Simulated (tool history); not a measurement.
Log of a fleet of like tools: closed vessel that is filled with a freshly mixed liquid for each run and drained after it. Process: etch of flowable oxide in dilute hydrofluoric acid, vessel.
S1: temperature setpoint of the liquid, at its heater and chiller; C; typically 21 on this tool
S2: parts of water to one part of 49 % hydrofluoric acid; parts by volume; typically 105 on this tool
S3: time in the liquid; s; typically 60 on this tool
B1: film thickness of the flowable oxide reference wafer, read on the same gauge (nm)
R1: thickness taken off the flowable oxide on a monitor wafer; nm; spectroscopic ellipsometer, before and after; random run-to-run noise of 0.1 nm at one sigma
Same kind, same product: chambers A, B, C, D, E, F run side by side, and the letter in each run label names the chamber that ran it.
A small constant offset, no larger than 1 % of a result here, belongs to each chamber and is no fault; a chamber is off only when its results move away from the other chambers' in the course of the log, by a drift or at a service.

Run 1D, day 0.15: usual settings; B1 70.034. Result: R1 15.768 nm.
Run 2B, day 0.35: usual settings; B1 70.013. Result: R1 15.529 nm.
Run 3C, day 0.529: usual settings; B1 70.011. Result: R1 15.59 nm.
Run 4F, day 0.65: usual settings; B1 69.982. Result: R1 15.628 nm.
Run 5A, day 0.771: usual settings; B1 69.996. Result: R1 15.811 nm.
Run 6E, day 0.933: usual settings; B1 70.017. Result: R1 15.766 nm.
Run 7B, day 1.112: usual settings; B1 70.007. Result: R1 15.527 nm.
Run 8F, day 1.262: usual settings; B1 70.008. Result: R1 15.514 nm.
Run 9A, day 1.4: usual settings; B1 70. Result: R1 15.624 nm.
Run 10E, day 1.542: usual settings but S3 50 s; B1 70.006. Result: R1 13.06 nm.
Run 11C, day 1.671: usual settings but S3 50 s; B1 69.994. Result: R1 12.894 nm.
Run 12D, day 1.892: usual settings but S3 50 s; B1 69.993. Result: R1 13.067 nm.
Run 13B, day 2.092: usual settings but S3 50 s; B1 70.009. Result: R1 12.907 nm.
Run 14F, day 2.192: usual settings but S3 50 s; B1 70.013. Result: R1 13.02 nm.
Run 15D, day 2.308: usual settings but S3 50 s; B1 70.032. Result: R1 12.876 nm.
Run 16A, day 2.438: usual settings; B1 70.021. Result: R1 15.869 nm.
Run 17C, day 2.592: usual settings; B1 70.003. Result: R1 15.649 nm.
Run 18E, day 2.75: usual settings but S1 24.5 C, S2 75 parts by volume; B1 69.989. Result: R1 26.103 nm.
Run 19B, day 2.858: usual settings but S1 24.5 C, S2 75 parts by volume; B1 69.986. Result: R1 26.248 nm.
Run 20E, day 3.038: usual settings but S1 24.5 C, S2 75 parts by volume; B1 70.014. Result: R1 26.615 nm.
Run 21F, day 3.171: usual settings but S1 24.5 C, S2 75 parts by volume; B1 70.009. Result: R1 25.971 nm.
Run 22A, day 3.358: usual settings but S1 24.5 C, S2 75 parts by volume; B1 69.991. Result: R1 26.284 nm.
Run 23C, day 3.575: usual settings but S1 24.5 C, S2 75 parts by volume; B1 70.009. Result: R1 26.01 nm.
Run 24D, day 3.708: usual settings; B1 70.021. Result: R1 15.636 nm.
Run 25A, day 3.862: usual settings; B1 69.992. Result: R1 15.876 nm.
Run 26C, day 4.017: usual settings; B1 69.98. Result: R1 15.537 nm.
Run 27E, day 4.217: usual settings; B1 69.994. Result: R1 15.757 nm.
Run 28D, day 4.325: usual settings; B1 69.973. Result: R1 15.712 nm.
Run 29F, day 4.475: usual settings but S2 135 parts by volume; B1 69.994. Result: R1 11.758 nm.
Run 30B, day 4.667: usual settings but S2 135 parts by volume; B1 69.998. Result: R1 12.151 nm.
Run 31D, day 4.783: usual settings but S2 135 parts by volume; B1 70.01. Result: R1 11.799 nm.
Run 32C, day 4.883: usual settings but S2 135 parts by volume; B1 70.038. Result: R1 11.638 nm.
Run 33E, day 5.062: usual settings but S2 135 parts by volume; B1 69.996. Result: R1 11.869 nm.
Run 34F, day 5.212: usual settings but S2 135 parts by volume; B1 70.008. Result: R1 11.946 nm.
Run 35A, day 5.392: usual settings but S2 75 parts by volume; B1 69.995. Result: R1 22.672 nm.
Run 36B, day 5.562: usual settings but S2 75 parts by volume; B1 70.022. Result: R1 23.476 nm.
Run 37B, day 5.742: usual settings but S2 75 parts by volume; B1 70.015. Result: R1 23.204 nm.
Run 38E, day 5.892: usual settings but S2 75 parts by volume; B1 70.004. Result: R1 22.59 nm.
Run 39D, day 6: usual settings but S2 75 parts by volume; B1 69.982. Result: R1 22.619 nm.
At day 6.092: chamber A: thermometer replaced.
Run 40C, day 6.188: usual settings but S2 75 parts by volume; B1 69.984. Result: R1 22.747 nm.
Run 41A, day 6.296: usual settings; B1 69.979. Result: R1 15.865 nm.
Run 42F, day 6.483: usual settings; B1 69.994. Result: R1 15.732 nm.

Is one chamber off against the others, does the gauge drift, or is nothing wrong? If a chamber is off, say which, and what the likeliest cause is.

One chamber, B, drifts off from the rest bit by bit.
What lies behind it: hydrofluoric acid flow above the setpoint (%) = 4.21.
The log might look much the same if the cause were instead: liquid hotter than its thermometer reads (K).

Here are 4 candidates for chamber B's next run, each the usual settings with a change, their results left as question marks. Which one brings its results back in line with what the others give on the usual settings?
Counts as in line when no further than this from what the other chambers average on the usual settings: R1 0.37 nm
Run 43B-1, day 6.646: usual settings but S1 20 C. Result: R1 ?.
Run 43B-2, day 6.646: usual settings but S1 22 C. Result: R1 ?.
Run 43B-3, day 6.646: usual settings but S1 19 C. Result: R1 ?.
Run 43B-4, day 6.646: usual settings but S3 65 s. Result: R1 ?.

Average result of the remaining chambers running the usual settings: R1 15.654 nm
  run      R1
43B-1  15.657
43B-2  17.012
43B-3  15.018
43B-4  17.684
43B-1 brings the chamber back in line.
